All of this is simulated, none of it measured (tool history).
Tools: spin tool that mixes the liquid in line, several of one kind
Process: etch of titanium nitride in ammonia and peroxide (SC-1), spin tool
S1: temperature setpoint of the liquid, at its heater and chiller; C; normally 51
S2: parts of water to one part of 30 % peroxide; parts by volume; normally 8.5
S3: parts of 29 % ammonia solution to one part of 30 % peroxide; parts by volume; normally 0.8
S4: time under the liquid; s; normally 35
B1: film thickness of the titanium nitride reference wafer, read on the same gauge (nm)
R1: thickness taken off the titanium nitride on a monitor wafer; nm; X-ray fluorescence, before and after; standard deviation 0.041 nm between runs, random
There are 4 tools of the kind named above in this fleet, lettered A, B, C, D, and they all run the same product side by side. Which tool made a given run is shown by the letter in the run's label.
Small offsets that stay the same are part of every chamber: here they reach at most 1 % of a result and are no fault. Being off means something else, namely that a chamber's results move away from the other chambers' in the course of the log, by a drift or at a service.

run,day,S1,S2,S3,S4,B1,R1
1B,0.138,51,8.5,0.8,35,80.008,4.7382
2D,0.404,51,8.5,0.8,35,79.986,4.81
3A,0.604,51,8.5,0.8,35,79.967,4.8202
4C,0.762,51,8.5,0.8,35,80.014,4.7446
# day 1.004: chamber C: new drum of ammonia solution connected
5C,1.071,51,8.5,0.8,35,79.972,4.7466
6A,1.246,51,6.5,0.8,15,79.981,2.3438
7D,1.388,51,6.5,0.8,15,79.968,2.3385
8B,1.562,51,6.5,0.8,15,79.993,2.3029
9A,1.704,51,6.5,0.8,15,79.997,2.3129
10B,1.988,51,8.5,0.8,35,80.029,4.7296
11C,2.171,51,8.5,0.8,35,80.014,4.7781
12D,2.4,51,8.5,0.8,35,79.986,4.7269
13D,2.679,51,8.5,0.8,35,80.003,4.7569
14A,2.917,51,8.5,0.8,35,79.992,4.6995
15C,3.075,51,8.5,0.8,35,79.967,4.7576
16B,3.308,51,8.5,1.2,25,80.001,3.5551
17D,3.5,51,8.5,1.2,25,79.96,3.7005
# day 3.525: chamber D: new drum of ammonia solution connected
18B,3.767,51,8.5,1.2,25,80.001,3.6132
# day 3.829: chamber A: thermometer replaced
19C,4.033,51,8.5,1.2,25,79.973,3.62
20A,4.188,51,8.5,0.8,35,79.967,4.7605
21B,4.438,51,8.5,0.8,35,79.992,4.831
22C,4.654,51,8.5,0.8,35,79.983,4.7129
23D,4.962,51,8.5,0.8,35,79.966,4.7393
24A,5.117,51,8.5,0.8,35,80.013,4.7558
# day 5.283: chamber B: ammonia flow meter replaced
25C,5.358,51,8.5,0.8,35,80.021,4.7691
26B,5.65,51,8.5,0.8,35,79.992,4.9992
27A,5.821,51,8.5,0.8,35,80.001,4.7384
28D,6.083,43,8.5,0.8,45,80.004,3.5369
29D,6.283,43,8.5,0.8,45,79.984,3.5168
30B,6.529,43,8.5,0.8,45,79.997,3.7976
31A,6.675,43,8.5,0.8,45,80.012,3.4294
32C,6.917,51,8.5,0.8,35,79.986,4.7447
33D,7.054,51,8.5,0.8,35,80.017,4.7789
34C,7.262,51,8.5,0.8,35,79.99,4.7243

Decide between three cases: one chamber stands off from its peers, the gauge reading all wafers drifts, or nothing is wrong past each chamber's small offset. Where a chamber is off, say which and what most likely put it there.

Little by little, chamber B moves away from the other chambers.
Cause: liquid hotter than its thermometer reads (K) = 1.61.

Which of the 4 candidates below, each the usual settings with something changed and its results left as question marks, puts chamber B back in line with what the other chambers give on the usual settings?
Counts as in line when no further than this from what the other chambers average on the usual settings: R1 0.14 nm
35B-1,7.488,52.5,8.5,0.8,35,,?
35B-2,7.488,49.5,8.5,0.8,35,,?
35B-3,7.488,51,5.5,0.8,35,,?
35B-4,7.488,48,8.5,0.8,35,,?

On the usual settings, the other chambers give on average: R1 4.762 nm
run,R1
35B-1,5.8237
35B-2,4.7572
35B-3,6.4988
35B-4,4.2922
35B-2 brings the chamber back in line.
